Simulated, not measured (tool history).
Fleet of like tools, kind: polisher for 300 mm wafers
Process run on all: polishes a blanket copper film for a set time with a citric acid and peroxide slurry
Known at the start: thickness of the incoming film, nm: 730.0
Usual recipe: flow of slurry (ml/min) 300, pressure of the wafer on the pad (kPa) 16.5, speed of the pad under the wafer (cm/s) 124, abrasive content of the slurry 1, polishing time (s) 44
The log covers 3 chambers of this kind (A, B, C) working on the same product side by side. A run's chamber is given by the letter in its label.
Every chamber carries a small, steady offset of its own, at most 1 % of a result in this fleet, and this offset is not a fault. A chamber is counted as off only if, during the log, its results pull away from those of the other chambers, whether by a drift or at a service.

run,hour,flow of slurry (ml/min),pressure of the wafer on the pad (kPa),speed of the pad under the wafer (cm/s),abrasive content of the slurry,polishing time (s),film removed (Å)
1B,4.6,300,16.5,124,1,44,1182.7
2A,8.8,300,16.5,124,1,44,1167.1
# hour 10.5: chamber A: slurry nozzle cleaned
# hour 11: chamber C: worn pad replaced by a new one
3C,12.9,300,16.5,124,1,44,1171
4B,16.2,300,16.5,124,1,44,1169.3
# hour 18.6: chamber B: worn pad replaced by a new one
5C,20.6,300,16.5,124,1,44,1152.4
6A,23.6,395,16.5,124,1,57,1550.6
7A,26.4,395,16.5,124,1,57,1534.3
# hour 31.9: chamber A: worn pad replaced by a new one
8C,32.6,395,16.5,124,1,57,1545.3
9B,36.6,300,16.5,124,1,44,1153.5
10A,42,300,16.5,124,1,44,1178.9
11C,47.4,300,16.5,124,1,44,1164.4
12B,51.5,300,16.5,124,1,44,1159.5
13C,54.7,300,16.5,124,1,44,1175
# hour 56.9: chamber C: head pressure recalibrated
14A,60.3,300,16.5,124,1,44,1158.9
15B,65.2,300,16.5,124,1,44,1160.1
# hour 67.8: chamber A: worn pad replaced by a new one
16B,71.5,300,16.5,124,1,44,1185.6
17C,75.8,300,16.5,124,1,44,1300.4
18A,78.6,300,16.5,124,1,44,1182.6
# hour 81.7: chamber B: worn pad replaced by a new one
19C,84.6,300,16.5,124,1,44,1304.2
20B,90.3,300,16.5,124,1,44,1156.4
21A,95.3,300,16.5,124,1,44,1169.4
22A,98.7,240,16.5,150,1,44,1362.7

Does one chamber stand apart from the rest, does the shared gauge drift, or is all well apart from small per-chamber offsets? Give the chamber and the most likely cause, where there is one.

A service left chamber C off against the others.
Most likely cause: head's pressure above its setpoint, % = 11.6.

Here are 4 candidates for chamber C's next run, each the usual settings with a change, their results left as question marks. Which one brings its results back in line with what the others give on the usual settings?
A result is in line if it is within this distance of the other chambers' mean on the usual settings: film removed (Å) 32
23C-1,103.2,300,15.9,124,1,41,?
23C-2,103.2,300,16.5,132,1,46,?
23C-3,103.2,300,17.2,132,1,47,?
23C-4,103.2,300,15.9,116,1,42,?

The mean the other chambers reach with the usual settings: film removed (Å) 1166.1
run,film removed (Å)
23C-1,1155.9
23C-2,1436.9
23C-3,1528.8
23C-4,1110.6
With 23C-1, the chamber falls back in line with the rest.
